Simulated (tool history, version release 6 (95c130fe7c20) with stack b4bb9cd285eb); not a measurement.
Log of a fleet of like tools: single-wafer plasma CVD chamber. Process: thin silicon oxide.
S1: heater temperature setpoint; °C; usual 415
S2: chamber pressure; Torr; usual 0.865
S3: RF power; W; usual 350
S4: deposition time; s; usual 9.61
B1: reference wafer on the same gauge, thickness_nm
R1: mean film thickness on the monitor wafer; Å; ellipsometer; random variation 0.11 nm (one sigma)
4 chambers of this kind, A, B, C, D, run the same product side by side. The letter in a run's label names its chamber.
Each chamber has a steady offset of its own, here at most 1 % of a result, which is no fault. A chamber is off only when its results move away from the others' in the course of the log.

| run | hour | S1 | S2 | S3 | S4 | B1 | R1 |
|---|---|---|---|---|---|---|---|
| 1A | 2.4 | 415 | 0.865 | 350 | 9.61 | 22.376 | 198.83 |
|  | 3.5 | chamber B: thermocouple changed; heater temperature recalibrated |
| 2D | 5.9 | 415 | 0.865 | 350 | 9.61 | 22.407 | 196.79 |
| 3C | 10.8 | 415 | 0.865 | 350 | 9.61 | 22.373 | 199.05 |
| 4B | 14.6 | 415 | 0.865 | 350 | 9.61 | 22.407 | 198.95 |
| 5A | 18.3 | 415 | 0.865 | 350 | 9.61 | 22.374 | 197.32 |
| 6B | 22.2 | 415 | 0.865 | 350 | 9.61 | 22.385 | 198.2 |
| 7D | 27.3 | 415 | 0.865 | 350 | 9.61 | 22.385 | 198.11 |
| 8C | 31.3 | 415 | 0.865 | 350 | 9.61 | 22.399 | 198.54 |
| 9C | 36.2 | 415 | 0.865 | 350 | 9.61 | 22.392 | 199.83 |
| 10A | 40.1 | 415 | 0.865 | 350 | 9.61 | 22.414 | 198.57 |
| 11B | 44.1 | 415 | 0.865 | 350 | 9.61 | 22.392 | 198.97 |
| 12D | 47.1 | 415 | 0.865 | 350 | 9.61 | 22.395 | 197.42 |
| 13D | 49.7 | 415 | 0.865 | 350 | 9.61 | 22.376 | 197.62 |
| 14A | 54.3 | 415 | 0.865 | 350 | 9.61 | 22.389 | 197.23 |
| 15B | 59.3 | 415 | 0.677 | 350 | 9.61 | 22.396 | 157.16 |
| 16C | 63.2 | 415 | 0.677 | 350 | 9.61 | 22.393 | 159.99 |
| 17B | 67.2 | 415 | 0.677 | 350 | 9.61 | 22.412 | 155.53 |
| 18A | 71.8 | 415 | 0.677 | 350 | 9.61 | 22.425 | 156.34 |
| 19D | 74.8 | 415 | 0.865 | 350 | 9.61 | 22.379 | 198.47 |
| 20C | 78.4 | 415 | 0.865 | 350 | 9.61 | 22.384 | 200.76 |
| 21D | 81.6 | 415 | 0.666 | 300 | 9.61 | 22.383 | 146.04 |
| 22C | 84.2 | 415 | 0.666 | 300 | 9.61 | 22.388 | 146.93 |
| 23B | 87.6 | 415 | 0.666 | 300 | 9.61 | 22.414 | 143.66 |
| 24A | 90.2 | 415 | 0.666 | 300 | 9.61 | 22.422 | 145.82 |
| 25D | 92.7 | 427 | 0.865 | 350 | 9.61 | 22.406 | 194.65 |
| 26A | 95.7 | 427 | 0.865 | 350 | 9.61 | 22.399 | 198.89 |
| 27C | 98.8 | 427 | 0.865 | 350 | 9.61 | 22.406 | 197.49 |
| 28B | 102 | 427 | 0.865 | 350 | 9.61 | 22.414 | 198.55 |
| 29A | 105.3 | 415 | 0.865 | 350 | 9.61 | 22.447 | 197.81 |
| 30B | 108.6 | 415 | 0.865 | 350 | 9.61 | 22.391 | 198.86 |
| 31C | 111.5 | 415 | 0.865 | 350 | 9.61 | 22.404 | 198.53 |
| 32D | 114 | 415 | 0.865 | 290 | 9.61 | 22.373 | 183.09 |
| 33D | 116.7 | 415 | 0.865 | 290 | 9.61 | 22.397 | 183.57 |
| 34B | 121.1 | 415 | 0.865 | 290 | 9.61 | 22.403 | 184.8 |
| 35A | 124.1 | 415 | 0.865 | 290 | 9.61 | 22.439 | 184.36 |
| 36C | 128.7 | 428 | 0.865 | 350 | 9.61 | 22.395 | 197.24 |
| 37B | 133 | 428 | 0.865 | 350 | 9.61 | 22.412 | 197.25 |
| 38C | 137.6 | 428 | 0.865 | 350 | 9.61 | 22.413 | 196.31 |

Next, every chamber runs the same settings. What will each give?
| 39A | 141.4 | 415 | 0.865 | 350 | 9.61 |  | ? |
| 39B | 141.4 | 415 | 0.865 | 350 | 9.61 |  | ? |
| 39C | 141.4 | 415 | 0.865 | 350 | 9.61 |  | ? |
| 39D | 141.4 | 415 | 0.865 | 350 | 9.61 |  | ? |

| run | R1 |
|---|---|
| 39A | 196.8 |
| 39B | 200.48 |
| 39C | 200.24 |
| 39D | 199.12 |
